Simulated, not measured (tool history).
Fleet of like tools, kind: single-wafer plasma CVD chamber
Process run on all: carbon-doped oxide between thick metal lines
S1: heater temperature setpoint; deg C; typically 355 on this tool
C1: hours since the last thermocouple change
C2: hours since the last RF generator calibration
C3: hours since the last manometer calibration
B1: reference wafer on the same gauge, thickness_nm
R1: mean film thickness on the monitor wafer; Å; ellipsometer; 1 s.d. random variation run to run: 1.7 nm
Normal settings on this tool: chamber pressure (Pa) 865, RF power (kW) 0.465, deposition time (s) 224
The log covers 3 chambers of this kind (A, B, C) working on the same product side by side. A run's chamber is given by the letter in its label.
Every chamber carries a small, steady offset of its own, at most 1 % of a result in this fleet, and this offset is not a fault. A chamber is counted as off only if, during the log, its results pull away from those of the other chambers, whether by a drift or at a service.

run 1A hour=12.3 | S1=355 chamber_pressure_(Pa)=865 RF_power_(kW)=0.465 deposition_time_(s)=224 | C1=1549.4 C2=1744.6 C3=574.2 | B1=1280.2 | R1=10991
run 2C hour=24.8 | S1=355 chamber_pressure_(Pa)=865 RF_power_(kW)=0.465 deposition_time_(s)=224 | C1=1040 C2=202.2 C3=830 | B1=1279.7 | R1=10936
run 3B hour=32.7 | S1=355 chamber_pressure_(Pa)=865 RF_power_(kW)=0.465 deposition_time_(s)=224 | C1=1083.9 C2=2010.3 C3=751.3 | B1=1278.9 | R1=10919
run 4A hour=40.9 | S1=355 chamber_pressure_(Pa)=865 RF_power_(kW)=0.465 deposition_time_(s)=224 | C1=1578 C2=1773.2 C3=602.8 | B1=1279.3 | R1=10964
run 5B hour=48.3 | S1=355 chamber_pressure_(Pa)=865 RF_power_(kW)=0.465 deposition_time_(s)=224 | C1=1099.5 C2=2025.9 C3=766.9 | B1=1279.8 | R1=10934
run 6C hour=54.1 | S1=355 chamber_pressure_(Pa)=865 RF_power_(kW)=0.465 deposition_time_(s)=224 | C1=1069.3 C2=231.5 C3=859.3 | B1=1278.3 | R1=10944
run 7C hour=64.4 | S1=355 chamber_pressure_(Pa)=865 RF_power_(kW)=0.465 deposition_time_(s)=224 | C1=1079.6 C2=241.8 C3=869.6 | B1=1278.8 | R1=10940
run 8A hour=74.8 | S1=355 chamber_pressure_(Pa)=865 RF_power_(kW)=0.465 deposition_time_(s)=224 | C1=1611.9 C2=1807.1 C3=636.7 | B1=1279 | R1=10958
run 9B hour=87.4 | S1=355 chamber_pressure_(Pa)=865 RF_power_(kW)=0.465 deposition_time_(s)=224 | C1=1138.6 C2=2065 C3=806 | B1=1278.2 | R1=10928
run 10C hour=98.3 | S1=355 chamber_pressure_(Pa)=865 RF_power_(kW)=0.465 deposition_time_(s)=224 | C1=1113.5 C2=275.7 C3=903.5 | B1=1277.6 | R1=10940
run 11B hour=109.1 | S1=355 chamber_pressure_(Pa)=865 RF_power_(kW)=0.465 deposition_time_(s)=224 | C1=1160.3 C2=2086.7 C3=827.7 | B1=1277.5 | R1=10936
run 12A hour=117.5 | S1=355 chamber_pressure_(Pa)=865 RF_power_(kW)=0.43 deposition_time_(s)=224 | C1=1654.6 C2=1849.8 C3=679.4 | B1=1277.6 | R1=10377
run 13C hour=123.2 | S1=355 chamber_pressure_(Pa)=865 RF_power_(kW)=0.43 deposition_time_(s)=224 | C1=1138.4 C2=300.6 C3=928.4 | B1=1277.7 | R1=10316
run 14B hour=135 | S1=355 chamber_pressure_(Pa)=865 RF_power_(kW)=0.43 deposition_time_(s)=224 | C1=1186.2 C2=2112.6 C3=853.6 | B1=1277.8 | R1=10347
run 15A hour=141.4 | S1=355 chamber_pressure_(Pa)=865 RF_power_(kW)=0.465 deposition_time_(s)=224 | C1=1678.5 C2=1873.7 C3=703.3 | B1=1277.7 | R1=10951
run 16C hour=152 | S1=355 chamber_pressure_(Pa)=865 RF_power_(kW)=0.465 deposition_time_(s)=224 | C1=1167.2 C2=329.4 C3=957.2 | B1=1277.6 | R1=10936
run 17B hour=162 | S1=355 chamber_pressure_(Pa)=865 RF_power_(kW)=0.465 deposition_time_(s)=224 | C1=1213.2 C2=2139.6 C3=880.6 | B1=1277.5 | R1=10934
-- hour=164.6 chamber B: RF generator calibrated
run 18A hour=174.4 | S1=355 chamber_pressure_(Pa)=865 RF_power_(kW)=0.465 deposition_time_(s)=224 | C1=1711.5 C2=1906.7 C3=736.3 | B1=1276.8 | R1=10941
run 19B hour=186.8 | S1=355 chamber_pressure_(Pa)=865 RF_power_(kW)=0.465 deposition_time_(s)=224 | C1=1238 C2=22.2 C3=905.4 | B1=1277 | R1=10903
run 20A hour=199.9 | S1=355 chamber_pressure_(Pa)=751 RF_power_(kW)=0.555 deposition_time_(s)=224 | C1=1737 C2=1932.2 C3=761.8 | B1=1276.5 | R1=11963
run 21C hour=210.7 | S1=355 chamber_pressure_(Pa)=751 RF_power_(kW)=0.555 deposition_time_(s)=224 | C1=1225.9 C2=388.1 C3=1015.9 | B1=1276.3 | R1=11965
run 22B hour=216.6 | S1=355 chamber_pressure_(Pa)=751 RF_power_(kW)=0.555 deposition_time_(s)=224 | C1=1267.8 C2=52 C3=935.2 | B1=1276.5 | R1=11965
run 23C hour=227.6 | S1=355 chamber_pressure_(Pa)=865 RF_power_(kW)=0.465 deposition_time_(s)=224 | C1=1242.8 C2=405 C3=1032.8 | B1=1276.2 | R1=10873
run 24A hour=234.6 | S1=355 chamber_pressure_(Pa)=865 RF_power_(kW)=0.465 deposition_time_(s)=224 | C1=1771.7 C2=1966.9 C3=796.5 | B1=1275.3 | R1=10935
run 25A hour=243.5 | S1=355 chamber_pressure_(Pa)=865 RF_power_(kW)=0.465 deposition_time_(s)=224 | C1=1780.6 C2=1975.8 C3=805.4 | B1=1276.3 | R1=10935
run 26C hour=255.6 | S1=355 chamber_pressure_(Pa)=865 RF_power_(kW)=0.465 deposition_time_(s)=224 | C1=1270.8 C2=433 C3=1060.8 | B1=1275.7 | R1=10899
run 27B hour=266.6 | S1=355 chamber_pressure_(Pa)=865 RF_power_(kW)=0.465 deposition_time_(s)=224 | C1=1317.8 C2=102 C3=985.2 | B1=1275.4 | R1=10904
run 28B hour=274.3 | S1=355 chamber_pressure_(Pa)=865 RF_power_(kW)=0.465 deposition_time_(s)=224 | C1=1325.5 C2=109.7 C3=992.9 | B1=1275 | R1=10894
run 29A hour=286.8 | S1=355 chamber_pressure_(Pa)=865 RF_power_(kW)=0.465 deposition_time_(s)=224 | C1=1823.9 C2=2019.1 C3=848.7 | B1=1275.1 | R1=10917
run 30C hour=293.8 | S1=355 chamber_pressure_(Pa)=865 RF_power_(kW)=0.465 deposition_time_(s)=224 | C1=1309 C2=471.2 C3=1099 | B1=1275.1 | R1=10889
run 31B hour=302.9 | S1=355 chamber_pressure_(Pa)=865 RF_power_(kW)=0.465 deposition_time_(s)=224 | C1=1354.1 C2=138.3 C3=1021.5 | B1=1274.6 | R1=10888
run 32A hour=313.5 | S1=355 chamber_pressure_(Pa)=865 RF_power_(kW)=0.465 deposition_time_(s)=224 | C1=1850.6 C2=2045.8 C3=875.4 | B1=1274.2 | R1=10931
run 33C hour=324.8 | S1=355 chamber_pressure_(Pa)=865 RF_power_(kW)=0.465 deposition_time_(s)=224 | C1=1340 C2=502.2 C3=1130 | B1=1274.2 | R1=10876
run 34C hour=336.4 | S1=355 chamber_pressure_(Pa)=865 RF_power_(kW)=0.41 deposition_time_(s)=224 | C1=1351.6 C2=513.8 C3=1141.6 | B1=1273.9 | R1=9942.4
run 35A hour=345.3 | S1=355 chamber_pressure_(Pa)=865 RF_power_(kW)=0.41 deposition_time_(s)=224 | C1=1882.4 C2=2077.6 C3=907.2 | B1=1273.4 | R1=10010
run 36B hour=354.3 | S1=355 chamber_pressure_(Pa)=865 RF_power_(kW)=0.41 deposition_time_(s)=224 | C1=1405.5 C2=189.7 C3=1072.9 | B1=1273.5 | R1=9952.8
run 37C hour=364.2 | S1=355 chamber_pressure_(Pa)=865 RF_power_(kW)=0.465 deposition_time_(s)=224 | C1=1379.4 C2=541.6 C3=1169.4 | B1=1273.3 | R1=10870
run 38A hour=374.2 | S1=355 chamber_pressure_(Pa)=865 RF_power_(kW)=0.465 deposition_time_(s)=224 | C1=1911.3 C2=2106.5 C3=936.1 | B1=1273.7 | R1=10934
run 39B hour=383.1 | S1=355 chamber_pressure_(Pa)=865 RF_power_(kW)=0.465 deposition_time_(s)=224 | C1=1434.3 C2=218.5 C3=1101.7 | B1=1273.1 | R1=10885
run 40C hour=389.2 | S1=355 chamber_pressure_(Pa)=865 RF_power_(kW)=0.465 deposition_time_(s)=224 | C1=1404.4 C2=566.6 C3=1194.4 | B1=1273.1 | R1=10878
run 41A hour=400.5 | S1=355 chamber_pressure_(Pa)=865 RF_power_(kW)=0.465 deposition_time_(s)=224 | C1=1937.6 C2=2132.8 C3=962.4 | B1=1272.8 | R1=10914
run 42B hour=409.8 | S1=355 chamber_pressure_(Pa)=865 RF_power_(kW)=0.465 deposition_time_(s)=224 | C1=1461 C2=245.2 C3=1128.4 | B1=1272.1 | R1=10922
run 43A hour=418.4 | S1=355 chamber_pressure_(Pa)=865 RF_power_(kW)=0.465 deposition_time_(s)=224 | C1=1955.5 C2=2150.7 C3=980.3 | B1=1272.4 | R1=10904
run 44C hour=425.8 | S1=355 chamber_pressure_(Pa)=865 RF_power_(kW)=0.465 deposition_time_(s)=224 | C1=1441 C2=603.2 C3=1231 | B1=1272.1 | R1=10856

Is one chamber off against the others, does the gauge drift, or is nothing wrong? If a chamber is off, say which, and what the likeliest cause is.

Gauge drift. The chambers move together only on paper, and none stands off.
Most likely cause: gauge reads low (%) = 0.619.

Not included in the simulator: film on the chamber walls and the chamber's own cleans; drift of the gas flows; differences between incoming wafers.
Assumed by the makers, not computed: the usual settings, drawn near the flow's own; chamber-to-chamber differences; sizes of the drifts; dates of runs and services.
